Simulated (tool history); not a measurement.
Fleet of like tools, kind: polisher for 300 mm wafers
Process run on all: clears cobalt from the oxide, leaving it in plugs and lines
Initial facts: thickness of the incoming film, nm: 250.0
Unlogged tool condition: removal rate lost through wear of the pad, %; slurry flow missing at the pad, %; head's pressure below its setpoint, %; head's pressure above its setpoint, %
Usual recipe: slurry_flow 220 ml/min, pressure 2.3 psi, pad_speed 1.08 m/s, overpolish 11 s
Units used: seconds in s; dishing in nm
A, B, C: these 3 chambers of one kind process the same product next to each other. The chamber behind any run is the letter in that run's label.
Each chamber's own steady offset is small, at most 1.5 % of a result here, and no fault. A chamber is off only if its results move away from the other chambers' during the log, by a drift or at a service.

run     day  slurry_flow  pressure  pad_speed  overpolish  wafers polished on this pad  hours since the slurry nozzle was cleaned  hours since the head pressure was calibrated  seconds  dishing
      0.088  -- chamber C: worn pad replaced by a new one
      0.125  -- chamber B: slurry nozzle cleaned
 1B   0.492          220       2.3       1.08          11                          560                                        8.8                                         345.3   38.842   51.112
      0.642  -- chamber B: worn pad replaced by a new one
 2A   0.954          220       2.3       1.08          11                          353                                      182.2                                         528.5   38.181   48.638
 3C   1.471          220       2.3       1.08          11                          312                                      368.9                                         527.7   38.012   50.264
      1.542  -- chamber A: slurry nozzle cleaned
      1.721  -- chamber A: worn pad replaced by a new one
 4B   1.804          220       2.3       1.08          11                          263                                       40.3                                         376.8   38.859   49.050
 5C   2.054          220       2.3       1.08          11                          444                                      382.9                                         541.7   37.847   51.722
 6A   2.588          220       2.3       1.08          11                          196                                       25.2                                         567.7   38.668   50.345
      2.829  -- chamber B: worn pad replaced by a new one
 7C   3.108          220       2.3       1.08          11                          683                                      408.2                                         567.0   37.349   51.085
 8A   3.588          220       2.3       1.08          11                          422                                       49.2                                         591.7   37.072   51.180
      3.804  -- chamber C: worn pad replaced by a new one
      3.875  -- chamber A: worn pad replaced by a new one
 9B   3.958          220       2.3       1.08          11                          255                                       92.0                                         428.5   38.526   51.240
10B   4.408          220       2.3       1.08          17                          357                                      102.8                                         439.3   38.258   66.790
11C   4.683          220       2.3       1.08          17                          199                                      446.0                                         604.8   37.894   68.325
12A   5.079          220       2.3       1.08          17                          272                                       85.0                                         627.5   38.741   65.101
      5.100  -- chamber C: head pressure recalibrated
      5.488  -- chamber B: worn pad replaced by a new one
13A   5.571          220       2.9       0.80          11                          384                                       96.8                                         639.3   41.199   45.563
14B   5.988          220       2.9       0.80          11                          113                                      140.7                                         477.2   40.757   47.198
15C   6.492          220       2.9       0.80          11                          608                                      489.4                                          33.5   40.202   47.960
      6.592  -- chamber A: worn pad replaced by a new one
      6.638  -- chamber C: worn pad replaced by a new one
16C   6.775          220       2.3       1.08          11                           31                                      496.2                                          40.3   37.762   49.578
17A   7.133          220       2.3       1.08          11                          123                                      134.3                                         676.8   38.518   49.870
18B   7.421          220       2.3       1.08          11                          437                                      175.1                                         511.6   38.217   51.340
19A   7.854          220       2.3       1.08          11                          286                                      151.6                                         694.1   38.882   50.773
      8.221  -- chamber B: worn pad replaced by a new one
20B   8.333          220       2.3       1.08          11                           26                                      197.0                                         533.5   38.450   49.886
21C   8.696          220       2.3       1.08          11                          465                                      542.3                                          86.4   38.620   50.663
      8.942  -- chamber A: worn pad replaced by a new one
22C   9.100          220       2.3       1.08          11                          557                                      552.0                                          96.1   38.234   49.271
      9.529  -- chamber A: slurry nozzle cleaned
23A   9.575          220       2.3       1.08          15                          143                                        1.1                                         735.4   38.414   59.407
      9.825  -- chamber C: worn pad replaced by a new one
24B   9.954          220       2.3       1.08          15                          392                                      235.9                                         572.4   37.461   61.482
25C  10.438          220       2.3       1.08          15                          138                                      584.1                                         128.2   38.251   60.512
     10.621  -- chamber B: worn pad replaced by a new one
26A  10.933          220       2.3       1.08          11                          450                                       33.7                                         768.0   37.998   49.250
27B  11.462          220       2.3       1.08          11                          191                                      272.1                                         608.6   37.864   50.802
28C  11.900          220       2.3       1.08          11                          469                                      619.2                                         163.3   38.162   51.269

Which is it: a chamber that has drifted or been left off by a service, a gauge drift common to all chambers, or only each chamber's usual small offset? If a chamber is off, name it and its likeliest cause.

Nothing is wrong: each chamber keeps only its own small, steady offset and the gauge holds still.
